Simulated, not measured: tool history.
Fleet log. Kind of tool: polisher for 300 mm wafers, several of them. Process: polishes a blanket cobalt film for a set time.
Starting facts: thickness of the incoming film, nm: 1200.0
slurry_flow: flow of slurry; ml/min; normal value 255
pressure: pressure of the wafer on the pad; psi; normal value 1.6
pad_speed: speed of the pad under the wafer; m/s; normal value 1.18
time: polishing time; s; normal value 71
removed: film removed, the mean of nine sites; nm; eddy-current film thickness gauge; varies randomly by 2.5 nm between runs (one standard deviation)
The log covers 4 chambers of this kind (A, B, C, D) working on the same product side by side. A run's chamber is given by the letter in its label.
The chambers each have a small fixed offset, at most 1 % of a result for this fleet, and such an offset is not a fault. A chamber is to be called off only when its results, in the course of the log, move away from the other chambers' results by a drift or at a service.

run     day  slurry_flow  pressure  pad_speed  time  removed
      0.017  -- chamber B: worn pad replaced by a new one
 1B   0.242          255       1.6       1.18    71   330.06
 2C   0.483          255       1.6       1.18    71   335.57
 3D   0.725          255       1.6       1.18    71   339.62
      0.962  -- chamber A: worn pad replaced by a new one
 4A   1.071          255       1.6       1.18    71   332.74
      1.179  -- chamber C: worn pad replaced by a new one
 5D   1.342          255       1.6       0.96    89   347.94
 6C   1.571          255       1.6       0.96    89   341.36
 7B   1.875          255       1.6       0.96    89   337.72
 8A   2.217          255       1.6       0.96    89   341.62
      2.608  -- chamber D: head pressure recalibrated
 9A   2.642          255       1.6       1.18    71   335.21
10B   3.079          255       1.6       1.18    71   335.08
11C   3.571          190       1.6       0.80    71   218.84
12D   4.042          190       1.6       0.80    71   221.15
      4.067  -- chamber D: worn pad replaced by a new one
      4.254  -- chamber A: worn pad replaced by a new one
      4.346  -- chamber B: worn pad replaced by a new one
13B   4.471          190       1.6       0.80    71   218.49
      4.808  -- chamber C: worn pad replaced by a new one
14A   4.912          190       1.6       0.80    71   218.04
15D   5.379          255       1.6       1.18    71   338.42
16C   5.829          255       1.6       1.18    79   372.78
17C   6.296          255       1.6       1.18    79   374.23
      6.346  -- chamber B: head pressure recalibrated
18A   6.708          255       1.6       1.18    79   376.28
19B   7.200          255       1.6       1.18    79   348.60
20D   7.508          255       1.6       1.18    71   332.89
21D   7.871          255       1.6       1.18    71   335.54
      7.971  -- chamber A: worn pad replaced by a new one
      8.179  -- chamber B: worn pad replaced by a new one
22A   8.262          255       1.6       1.54    71   436.96
      8.271  -- chamber C: worn pad replaced by a new one
      8.688  -- chamber D: worn pad replaced by a new one
23B   8.696          255       1.6       1.54    71   406.96
24C   9.133          255       1.6       1.54    71   436.18
25D   9.521          255       1.6       1.54    71   439.02
26A   9.808          255       1.6       1.18    71   330.38
27B  10.246          255       1.6       1.18    71   312.08
28C  10.688          255       1.6       1.18    71   335.53
     10.917  -- chamber C: slurry nozzle cleaned
29D  11.142          255       1.6       1.18    71   338.19
     11.454  -- chamber A: worn pad replaced by a new one
30B  11.454          255       1.6       1.18    71   315.03
31A  11.758          255       1.6       1.18    71   334.24
     11.975  -- chamber C: worn pad replaced by a new one
32C  12.042          255       1.6       1.18    71   333.32
33A  12.371          255       1.6       1.18    71   332.13
34C  12.846          255       1.6       1.34    71   384.46
     12.900  -- chamber B: worn pad replaced by a new one
35B  13.062          255       1.6       1.34    71   359.31
     13.104  -- chamber D: worn pad replaced by a new one
     13.204  -- chamber A: head pressure recalibrated
36D  13.317          255       1.6       1.34    71   382.07
37A  13.742          255       1.6       1.34    71   376.52
38B  13.983          255       1.6       1.18    71   315.84
39C  14.358          195       1.6       1.18    91   418.64
     14.488  -- chamber C: head pressure recalibrated
40D  14.738          195       1.6       1.18    91   420.38
     15.167  -- chamber A: worn pad replaced by a new one
41A  15.225          195       1.6       1.18    91   416.94
42D  15.633          195       1.6       1.18    91   416.34
     15.904  -- chamber C: worn pad replaced by a new one
43B  16.050          255       1.6       1.18    71   311.62
44C  16.488          255       1.6       1.18    71   334.47

For the next run the whole fleet of 4 chambers uses the same settings. Give each chamber's results:
45A  16.846          170       1.6       1.18    71        ?
45B  16.846          170       1.6       1.18    71        ?
45C  16.846          170       1.6       1.18    71        ?
45D  16.846          170       1.6       1.18    71        ?

run  removed
45A   313.14
45B   297.61
45C   322.78
45D   321.49
